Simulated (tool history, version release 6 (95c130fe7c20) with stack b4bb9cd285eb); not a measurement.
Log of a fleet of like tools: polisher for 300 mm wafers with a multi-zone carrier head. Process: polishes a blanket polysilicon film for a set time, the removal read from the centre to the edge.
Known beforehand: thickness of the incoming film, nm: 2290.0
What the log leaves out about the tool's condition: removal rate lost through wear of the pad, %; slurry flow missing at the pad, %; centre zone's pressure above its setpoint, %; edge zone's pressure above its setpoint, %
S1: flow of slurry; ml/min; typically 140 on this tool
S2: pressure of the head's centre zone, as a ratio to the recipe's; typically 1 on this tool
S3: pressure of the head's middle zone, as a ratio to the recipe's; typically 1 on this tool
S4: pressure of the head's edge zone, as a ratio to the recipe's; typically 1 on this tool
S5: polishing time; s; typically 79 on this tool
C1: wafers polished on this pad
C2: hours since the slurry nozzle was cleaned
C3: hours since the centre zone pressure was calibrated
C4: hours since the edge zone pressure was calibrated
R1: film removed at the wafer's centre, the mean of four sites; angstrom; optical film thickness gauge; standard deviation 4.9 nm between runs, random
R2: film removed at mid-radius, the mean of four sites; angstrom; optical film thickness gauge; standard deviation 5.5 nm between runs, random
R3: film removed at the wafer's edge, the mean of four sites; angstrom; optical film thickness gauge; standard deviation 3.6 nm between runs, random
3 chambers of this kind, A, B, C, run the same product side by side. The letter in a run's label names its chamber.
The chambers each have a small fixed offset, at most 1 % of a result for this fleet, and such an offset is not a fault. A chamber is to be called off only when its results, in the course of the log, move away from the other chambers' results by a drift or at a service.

Run 1B, hour 7: usual settings; C1 121; C2 275.4; C3 185.1; C4 681.5. Result: R1 4373.7 angstrom, R2 4384.5 angstrom, R3 4284.7 angstrom.
At hour 9.6: chamber A: centre zone pressure recalibrated.
Run 2C, hour 16.2: usual settings; C1 166; C2 121.6; C3 951.9; C4 96.9. Result: R1 4353.4 angstrom, R2 4309.6 angstrom, R3 4395 angstrom.
Run 3A, hour 23.9: usual settings; C1 337; C2 65.6; C3 14.3; C4 112.1. Result: R1 4403.7 angstrom, R2 4343.7 angstrom, R3 4457.5 angstrom.
Run 4A, hour 28.6: usual settings; C1 376; C2 70.3; C3 19; C4 116.8. Result: R1 4366.2 angstrom, R2 4519.1 angstrom, R3 4459.1 angstrom.
Run 5B, hour 35.5: usual settings; C1 361; C2 303.9; C3 213.6; C4 710. Result: R1 4438.8 angstrom, R2 4261.7 angstrom, R3 4339.4 angstrom.
Run 6C, hour 44.7: usual settings; C1 406; C2 150.1; C3 980.4; C4 125.4. Result: R1 4356.3 angstrom, R2 4309 angstrom, R3 4384.5 angstrom.
Run 7B, hour 54.5: usual settings; C1 521; C2 322.9; C3 232.6; C4 729. Result: R1 4509.9 angstrom, R2 4401.4 angstrom, R3 4407 angstrom.
Run 8A, hour 60.4: usual settings; C1 644; C2 102.1; C3 50.8; C4 148.6. Result: R1 4367.6 angstrom, R2 4391.1 angstrom, R3 4432.7 angstrom.
Run 9C, hour 68: usual settings but S3 1.04; C1 602; C2 173.4; C3 1003.7; C4 148.7. Result: R1 4368.9 angstrom, R2 4586.1 angstrom, R3 4332.8 angstrom.
Run 10A, hour 73: usual settings but S3 1.04; C1 751; C2 114.7; C3 63.4; C4 161.2. Result: R1 4431.8 angstrom, R2 4548.1 angstrom, R3 4462.5 angstrom.
Run 11C, hour 81.1: usual settings but S3 1.04; C1 713; C2 186.5; C3 1016.8; C4 161.8. Result: R1 4428.8 angstrom, R2 4405.1 angstrom, R3 4422.8 angstrom.
Run 12B, hour 88.3: usual settings; C1 806; C2 356.7; C3 266.4; C4 762.8. Result: R1 4347.9 angstrom, R2 4315.5 angstrom, R3 4313.5 angstrom.
Run 13C, hour 96.3: usual settings; C1 841; C2 201.7; C3 1032; C4 177. Result: R1 4394.2 angstrom, R2 4335.2 angstrom, R3 4323.4 angstrom.
At hour 98.6: chamber A: worn pad replaced by a new one.
Run 14B, hour 102: usual settings; C1 921; C2 370.4; C3 280.1; C4 776.5. Result: R1 4373 angstrom, R2 4289.9 angstrom, R3 4359.4 angstrom.
Run 15A, hour 111.7: usual settings; C1 110; C2 153.4; C3 102.1; C4 199.9. Result: R1 4379 angstrom, R2 4412.3 angstrom, R3 4483.4 angstrom.
Run 16C, hour 119.9: usual settings but S2 1.04; C1 1040; C2 225.3; C3 1055.6; C4 200.6. Result: R1 4545.7 angstrom, R2 4324.4 angstrom, R3 4324.1 angstrom.
Run 17B, hour 129.1: usual settings but S2 1.04; C1 1150; C2 397.5; C3 307.2; C4 803.6. Result: R1 4548 angstrom, R2 4406.6 angstrom, R3 4418 angstrom.
Run 18A, hour 134.3: usual settings but S2 1.04; C1 301; C2 176; C3 124.7; C4 222.5. Result: R1 4637.4 angstrom, R2 4448.4 angstrom, R3 4373.4 angstrom.
Run 19C, hour 139.5: usual settings; C1 1205; C2 244.9; C3 1075.2; C4 220.2. Result: R1 4437.8 angstrom, R2 4292.6 angstrom, R3 4313.9 angstrom.
Run 20A, hour 148: usual settings; C1 416; C2 189.7; C3 138.4; C4 236.2. Result: R1 4450.7 angstrom, R2 4514.6 angstrom, R3 4403.6 angstrom.
Run 21B, hour 155.9: usual settings; C1 1376; C2 424.3; C3 334; C4 830.4. Result: R1 4354.7 angstrom, R2 4302.9 angstrom, R3 4313.7 angstrom.
At hour 159.4: chamber B: worn pad replaced by a new one.
Run 22A, hour 160.8: usual settings; C1 524; C2 202.5; C3 151.2; C4 249. Result: R1 4496.9 angstrom, R2 4400.9 angstrom, R3 4434.2 angstrom.
At hour 164.2: chamber C: worn pad replaced by a new one.
Run 23C, hour 170.1: usual settings; C1 49; C2 275.5; C3 1105.8; C4 250.8. Result: R1 4385.1 angstrom, R2 4365 angstrom, R3 4326.9 angstrom.
Run 24B, hour 176.9: usual settings; C1 147; C2 445.3; C3 355; C4 851.4. Result: R1 4442.3 angstrom, R2 4343.5 angstrom, R3 4303.5 angstrom.
At hour 182.3: chamber B: centre zone pressure recalibrated.
At hour 186: chamber C: edge zone pressure recalibrated.
Run 25C, hour 186.4: usual settings; C1 187; C2 291.8; C3 1122.1; C4 0.5. Result: R1 4429.9 angstrom, R2 4290.7 angstrom, R3 4400.7 angstrom.
Run 26A, hour 195.6: usual settings; C1 817; C2 237.3; C3 186; C4 283.8. Result: R1 4334.1 angstrom, R2 4314.8 angstrom, R3 4417.3 angstrom.
Run 27B, hour 200.3: usual settings; C1 344; C2 468.7; C3 18; C4 874.8. Result: R1 4371.2 angstrom, R2 4337.8 angstrom, R3 4390.2 angstrom.
At hour 205.3: chamber B: slurry nozzle cleaned.
Run 28C, hour 208: usual settings; C1 369; C2 313.4; C3 1143.7; C4 22.1. Result: R1 4441.7 angstrom, R2 4297.5 angstrom, R3 4352.6 angstrom.
At hour 214.2: chamber A: worn pad replaced by a new one.
Run 29A, hour 218.1: usual settings; C1 33; C2 259.8; C3 208.5; C4 306.3. Result: R1 4310.3 angstrom, R2 4374.1 angstrom, R3 4416.7 angstrom.
At hour 222.5: chamber B: edge zone pressure recalibrated.
Run 30B, hour 224.5: usual settings; C1 548; C2 19.2; C3 42.2; C4 2. Result: R1 4421.8 angstrom, R2 4383.9 angstrom, R3 4361.3 angstrom.
At hour 227.8: chamber C: centre zone pressure recalibrated.
Run 31C, hour 232.9: usual settings; C1 578; C2 338.3; C3 5.2; C4 47. Result: R1 4464.6 angstrom, R2 4311 angstrom, R3 4333.6 angstrom.
Run 32A, hour 241.9: usual settings; C1 234; C2 283.6; C3 232.3; C4 330.1. Result: R1 4363.7 angstrom, R2 4477.7 angstrom, R3 4465.6 angstrom.
At hour 248.7: chamber A: edge zone pressure recalibrated.
Run 33B, hour 251: usual settings; C1 771; C2 45.7; C3 68.7; C4 28.5. Result: R1 4370.2 angstrom, R2 4308.7 angstrom, R3 4358.1 angstrom.
At hour 257.2: chamber C: slurry nozzle cleaned.
Run 34A, hour 258.2: usual settings; C1 371; C2 299.9; C3 248.6; C4 9.6. Result: R1 4432.6 angstrom, R2 4474.5 angstrom, R3 4390.3 angstrom.
Run 35B, hour 266.1: usual settings; C1 899; C2 60.8; C3 83.8; C4 43.6. Result: R1 4401.3 angstrom, R2 4336.4 angstrom, R3 4318.3 angstrom.
Run 36C, hour 272.7: usual settings; C1 914; C2 15.6; C3 45; C4 86.8. Result: R1 4359.7 angstrom, R2 4273.5 angstrom, R3 4336.7 angstrom.
Run 37C, hour 282.5: usual settings but S2 1.04, S4 0.91; C1 996; C2 25.4; C3 54.8; C4 96.6. Result: R1 4548 angstrom, R2 4338.5 angstrom, R3 4164 angstrom.
Run 38A, hour 292.6: usual settings but S2 1.04, S4 0.91; C1 661; C2 334.3; C3 283; C4 44. Result: R1 4640.8 angstrom, R2 4440.2 angstrom, R3 4193 angstrom.
Run 39B, hour 297.5: usual settings but S2 1.04, S4 0.91; C1 1163; C2 92.2; C3 115.2; C4 75. Result: R1 4640.5 angstrom, R2 4293 angstrom, R3 4152.3 angstrom.
Run 40C, hour 306.5: usual settings; C1 1199; C2 49.4; C3 78.8; C4 120.6. Result: R1 4378.4 angstrom, R2 4329.7 angstrom, R3 4326.9 angstrom.
At hour 306.8: chamber B: worn pad replaced by a new one.
Run 41A, hour 315.8: usual settings but S3 1.05; C1 856; C2 357.5; C3 306.2; C4 67.2. Result: R1 4363 angstrom, R2 4600.2 angstrom, R3 4375.7 angstrom.
Run 42B, hour 324.5: usual settings but S3 1.05; C1 149; C2 119.2; C3 142.2; C4 102. Result: R1 4409.5 angstrom, R2 4541.4 angstrom, R3 4425.2 angstrom.
Run 43B, hour 329.1: usual settings but S3 1.05; C1 188; C2 123.8; C3 146.8; C4 106.6. Result: R1 4343.6 angstrom, R2 4501.7 angstrom, R3 4319 angstrom.

Is one chamber off against the others, does the gauge drift, or is nothing wrong? If a chamber is off, say which, and what the likeliest cause is.

Neither any chamber nor the gauge drifts; the chambers differ only by their own small, steady offsets.

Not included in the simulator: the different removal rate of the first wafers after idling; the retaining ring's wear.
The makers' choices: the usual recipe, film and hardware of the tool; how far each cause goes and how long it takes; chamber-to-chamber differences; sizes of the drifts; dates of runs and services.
